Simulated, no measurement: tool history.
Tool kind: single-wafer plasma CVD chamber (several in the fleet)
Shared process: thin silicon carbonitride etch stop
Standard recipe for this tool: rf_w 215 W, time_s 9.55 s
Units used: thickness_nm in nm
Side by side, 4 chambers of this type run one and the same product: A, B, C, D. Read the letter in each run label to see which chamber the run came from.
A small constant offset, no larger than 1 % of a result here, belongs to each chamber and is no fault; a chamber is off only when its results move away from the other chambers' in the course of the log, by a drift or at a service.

run	hour	rf_w	time_s	read-back reference wafer on the same gauge, thickness_nm	thickness_nm
1C	4.3	215	9.55	4.4497	5.5699
2D	8.2	215	9.55	4.4482	5.5641
3A	12.3	215	9.55	4.4482	5.5514
4B	14.6	215	9.55	4.454	5.6122
5B	19.1	215	9.55	4.449	5.6295
6C	21.8	215	7.86	4.4501	4.5756
7D	24.4	215	7.86	4.4523	4.6086
8A	28.8	215	7.86	4.4503	4.5712
9D	32.7	215	7.86	4.4495	4.5818
10C	37.1	215	9.55	4.4517	5.54
11B	40.2	250	9.55	4.4487	5.853
12A	42.2	250	9.55	4.4471	5.8506
13B	46.7	250	9.55	4.4507	5.8423
14A	50.4	250	9.55	4.4474	5.8369
15C	54.5	230	7.89	4.4496	4.6429
16D	56.9	230	7.89	4.4485	4.6889
17D	61	230	7.89	4.4497	4.6812
18C	65.5	230	7.89	4.4492	4.6056
19B	69.9	215	9.55	4.4508	5.5985
20A	74.2	215	9.55	4.4494	5.5658
21A	77	215	9.55	4.4503	5.5368
22B	80.4	215	9.55	4.4518	5.6171
23C	82.9	245	9.55	4.45	5.6822
24D	85.2	245	9.55	4.4497	5.7747
25C	87.6	245	9.55	4.4507	5.6434

What goes on in this fleet: one chamber off, a drifting gauge, or nothing beyond the chambers' own small offsets? Name the chamber and the cause, if any.

One chamber, C, drifts off from the rest bit by bit.
Likeliest cause: delivered RF power below the setpoint (%) = 7.95.

Here are 4 candidates for chamber C's next run, each the usual settings with a change, their results left as question marks. Which one brings its results back in line with what the others give on the usual settings?
In-line tolerance around the mean of the other chambers on the usual settings: thickness_nm 0.051 nm
26C-1	90.9	215	9.45		?
26C-2	90.9	215	9.81		?
26C-3	90.9	215	9.31		?
26C-4	90.9	215	9.64		?

Usual-settings mean across the other chambers: thickness_nm 5.5783 nm
run	thickness_nm
26C-1	5.3738
26C-2	5.5785
26C-3	5.2942
26C-4	5.4818
26C-2 puts the chamber back in line with the other chambers.
